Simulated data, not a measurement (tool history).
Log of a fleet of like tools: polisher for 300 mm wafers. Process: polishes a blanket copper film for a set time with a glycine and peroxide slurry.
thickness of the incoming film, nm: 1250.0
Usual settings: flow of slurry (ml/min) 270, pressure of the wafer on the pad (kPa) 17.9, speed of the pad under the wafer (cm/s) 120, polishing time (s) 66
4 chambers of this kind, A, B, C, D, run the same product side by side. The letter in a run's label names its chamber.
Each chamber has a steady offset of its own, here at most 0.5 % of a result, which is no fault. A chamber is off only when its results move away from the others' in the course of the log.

run	hour	flow of slurry (ml/min)	pressure of the wafer on the pad (kPa)	speed of the pad under the wafer (cm/s)	polishing time (s)	film removed (nm)
# hour 3.5: chamber A: worn pad replaced by a new one
1D	12.2	270	17.9	120	66	477.08
2A	22.6	270	17.9	120	66	474.09
# hour 27.8: chamber B: worn pad replaced by a new one
3B	35.3	270	17.9	120	66	478.4
# hour 37: chamber C: slurry nozzle cleaned
4C	41.8	270	17.9	120	66	467.66
# hour 49.6: chamber C: worn pad replaced by a new one
5A	52.7	270	17.9	120	66	468.08
# hour 58.7: chamber B: head pressure recalibrated
6D	58.8	270	17.9	120	66	474.19
7C	67.8	270	17.9	120	66	470.78
8B	74.9	325	17.9	120	75	552.45
# hour 82.9: chamber D: worn pad replaced by a new one
9C	85	325	17.9	120	75	553.88
10A	92.9	325	17.9	120	75	552.15
# hour 102.8: chamber A: worn pad replaced by a new one
11B	103.6	325	17.9	120	75	557.56
# hour 104.7: chamber B: worn pad replaced by a new one
12D	112.1	305	17.9	132	66	523.12
# hour 121.1: chamber C: worn pad replaced by a new one
13C	122.5	305	17.9	132	66	524.4
14B	134.9	305	17.9	132	66	521.57
15D	141.7	305	17.9	132	66	526.58
16A	151.5	270	17.9	120	66	462.69
17D	161.4	270	17.9	120	66	467.98
18A	170.5	270	17.9	120	66	474.13
19B	178.4	270	17.9	120	66	478.9
# hour 180.6: chamber A: head pressure recalibrated
20C	184.5	270	17.9	120	66	466.95
# hour 186.1: chamber C: worn pad replaced by a new one
# hour 188.4: chamber D: worn pad replaced by a new one
# hour 189.4: chamber B: slurry nozzle cleaned
21C	196.6	270	17.9	120	66	480.47
# hour 199.1: chamber B: worn pad replaced by a new one
22B	204.7	270	17.9	120	66	483.49
23D	212.7	270	17.9	120	66	479.77
# hour 214.4: chamber A: worn pad replaced by a new one
24A	221.1	270	15.2	120	66	385.83
25B	230.6	270	15.2	120	66	417.41
26D	238.1	270	15.2	120	66	407.01
27A	250.9	270	15.2	120	66	376.41
28C	263.1	270	17.9	120	66	472.9
# hour 263.3: chamber C: worn pad replaced by a new one
# hour 267.7: chamber C: head pressure recalibrated
29A	269.7	270	17.9	120	66	447.72
# hour 276.4: chamber D: worn pad replaced by a new one
# hour 278.3: chamber C: slurry nozzle cleaned
30B	280	270	17.9	120	66	475.52
31D	291.4	270	17.9	120	66	470.94
# hour 298.4: chamber B: worn pad replaced by a new one
32C	298.7	270	22.8	156	66	738.41
33D	304.9	270	22.8	156	66	738.97
# hour 313.2: chamber A: worn pad replaced by a new one
34A	313.9	270	22.8	156	66	676.97
35C	319.5	270	22.8	156	66	734.21
36B	329.6	270	17.9	120	66	486.84
37D	339.8	270	17.9	120	66	467.27
38A	347.8	270	17.9	120	66	444.75

What goes on in this fleet: one chamber off, a drifting gauge, or nothing beyond the chambers' own small offsets? Name the chamber and the cause, if any.

A service left chamber A off against the others.
Cause: head's pressure below its setpoint, % = 9.28.

Here are 4 candidates for chamber A's next run, each the usual settings with a change, their results left as question marks. Which one brings its results back in line with what the others give on the usual settings?
In line means no further than this from the other chambers' mean on the usual settings: film removed (nm) 17
39A-1	357	270	18.6	120	69	?
39A-2	357	270	17.9	120	65	?
39A-3	357	270	17.2	114	66	?
39A-4	357	270	17.9	122	67	?

The other chambers' mean on the usual settings: film removed (nm) 474.74
run	film removed (nm)
39A-1	468.12
39A-2	427.35
39A-3	402.96
39A-4	446.52
39A-1 brings the chamber back in line.

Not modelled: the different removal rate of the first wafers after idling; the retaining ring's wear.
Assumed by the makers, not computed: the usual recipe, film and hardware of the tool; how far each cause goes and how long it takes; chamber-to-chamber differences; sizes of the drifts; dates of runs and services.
